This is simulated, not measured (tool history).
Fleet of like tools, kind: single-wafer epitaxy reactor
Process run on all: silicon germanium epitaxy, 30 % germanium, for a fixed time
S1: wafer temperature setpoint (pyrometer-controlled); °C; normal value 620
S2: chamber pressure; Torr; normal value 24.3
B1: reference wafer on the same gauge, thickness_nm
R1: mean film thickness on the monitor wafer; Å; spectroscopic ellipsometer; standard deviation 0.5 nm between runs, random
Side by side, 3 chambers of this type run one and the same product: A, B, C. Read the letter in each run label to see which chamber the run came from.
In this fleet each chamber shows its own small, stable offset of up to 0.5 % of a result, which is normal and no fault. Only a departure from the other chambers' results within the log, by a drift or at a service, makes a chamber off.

{"run": "1B", "hour": 9.4, "S1": 620, "S2": 24.3, "B1": 101.12, "R1": 910.59}
{"run": "2A", "hour": 20.8, "S1": 620, "S2": 24.3, "B1": 101.05, "R1": 907.25}
{"hour": 30.0, "done": "chamber A: capacitance manometer re-zeroed and calibrated"}
{"run": "3C", "hour": 31.4, "S1": 620, "S2": 24.3, "B1": 101.04, "R1": 911.55}
{"run": "4B", "hour": 38.9, "S1": 620, "S2": 24.3, "B1": 101.07, "R1": 907.62}
{"run": "5C", "hour": 49.0, "S1": 620, "S2": 24.3, "B1": 100.95, "R1": 894.9}
{"run": "6A", "hour": 62.1, "S1": 620, "S2": 24.3, "B1": 100.96, "R1": 910.39}
{"run": "7C", "hour": 71.2, "S1": 620, "S2": 24.3, "B1": 101.03, "R1": 901.29}
{"run": "8B", "hour": 79.1, "S1": 620, "S2": 24.3, "B1": 101.04, "R1": 911.49}
{"run": "9A", "hour": 92.4, "S1": 620, "S2": 24.3, "B1": 101.07, "R1": 914.74}
{"run": "10A", "hour": 107.8, "S1": 632, "S2": 24.3, "B1": 101.08, "R1": 1123.6}
{"run": "11B", "hour": 122.7, "S1": 632, "S2": 24.3, "B1": 101.1, "R1": 1129.3}
{"run": "12C", "hour": 133.1, "S1": 632, "S2": 24.3, "B1": 100.82, "R1": 1121}
{"run": "13B", "hour": 146.2, "S1": 620, "S2": 24.3, "B1": 101.12, "R1": 909.68}
{"run": "14C", "hour": 154.2, "S1": 634, "S2": 24.3, "B1": 100.97, "R1": 1145.6}
{"run": "15A", "hour": 163.3, "S1": 634, "S2": 24.3, "B1": 100.94, "R1": 1149.4}
{"run": "16C", "hour": 170.5, "S1": 634, "S2": 24.3, "B1": 100.98, "R1": 1155.8}
{"run": "17A", "hour": 182.1, "S1": 620, "S2": 24.3, "B1": 101.06, "R1": 908.24}
{"run": "18B", "hour": 188.7, "S1": 620, "S2": 24.3, "B1": 100.98, "R1": 919.89}
{"run": "19C", "hour": 203.1, "S1": 620, "S2": 24.3, "B1": 101.05, "R1": 907.89}
{"run": "20A", "hour": 218.0, "S1": 620, "S2": 24.3, "B1": 101.13, "R1": 912.09}
{"run": "21B", "hour": 230.9, "S1": 620, "S2": 24.3, "B1": 101.1, "R1": 916.11}
{"run": "22A", "hour": 242.2, "S1": 620, "S2": 24.3, "B1": 101.02, "R1": 911.42}
{"run": "23C", "hour": 249.6, "S1": 620, "S2": 24.3, "B1": 100.95, "R1": 910.72}
{"run": "24B", "hour": 264.5, "S1": 620, "S2": 24.3, "B1": 101.07, "R1": 905.61}
{"run": "25C", "hour": 271.8, "S1": 620, "S2": 21.7, "B1": 101.06, "R1": 865.95}
{"run": "26B", "hour": 279.1, "S1": 620, "S2": 21.7, "B1": 101.01, "R1": 867.93}
{"run": "27A", "hour": 288.0, "S1": 620, "S2": 21.7, "B1": 100.94, "R1": 852.34}
{"hour": 298.6, "done": "chamber C: capacitance manometer re-zeroed and calibrated"}
{"run": "28C", "hour": 299.9, "S1": 620, "S2": 24.3, "B1": 100.95, "R1": 917.28}
{"run": "29B", "hour": 314.5, "S1": 620, "S2": 24.3, "B1": 100.99, "R1": 919.65}
{"run": "30A", "hour": 322.0, "S1": 620, "S2": 21.1, "B1": 100.92, "R1": 848.91}
{"run": "31C", "hour": 329.8, "S1": 620, "S2": 21.1, "B1": 100.95, "R1": 866.96}
{"run": "32B", "hour": 343.1, "S1": 620, "S2": 21.1, "B1": 101, "R1": 856.47}
{"run": "33A", "hour": 358.3, "S1": 614, "S2": 24.3, "B1": 100.96, "R1": 796.59}
{"run": "34B", "hour": 367.5, "S1": 614, "S2": 24.3, "B1": 101.03, "R1": 816.09}
{"run": "35A", "hour": 380.8, "S1": 614, "S2": 24.3, "B1": 100.95, "R1": 799.65}
{"run": "36C", "hour": 393.2, "S1": 620, "S2": 24.3, "B1": 101.14, "R1": 905.99}
{"run": "37C", "hour": 407.4, "S1": 628, "S2": 24.3, "B1": 101.02, "R1": 1043.4}
{"run": "38A", "hour": 414.2, "S1": 628, "S2": 24.3, "B1": 100.92, "R1": 1013.1}
{"run": "39B", "hour": 425.1, "S1": 628, "S2": 24.3, "B1": 100.96, "R1": 1056.7}
{"run": "40B", "hour": 432.2, "S1": 620, "S2": 24.3, "B1": 100.93, "R1": 903.45}
{"run": "41A", "hour": 444.4, "S1": 620, "S2": 24.3, "B1": 100.93, "R1": 886.18}
{"run": "42C", "hour": 455.2, "S1": 620, "S2": 24.3, "B1": 101.1, "R1": 912.73}

All chambers now run identical settings, listed one chamber a line with results as question marks. What results will each chamber show?
{"run": "43A", "hour": 466.2, "S1": 628, "S2": 24.3, "R1": "?"}
{"run": "43B", "hour": 466.2, "S1": 628, "S2": 24.3, "R1": "?"}
{"run": "43C", "hour": 466.2, "S1": 628, "S2": 24.3, "R1": "?"}

run=43A R1=1004.4
run=43B R1=1041.5
run=43C R1=1032.5
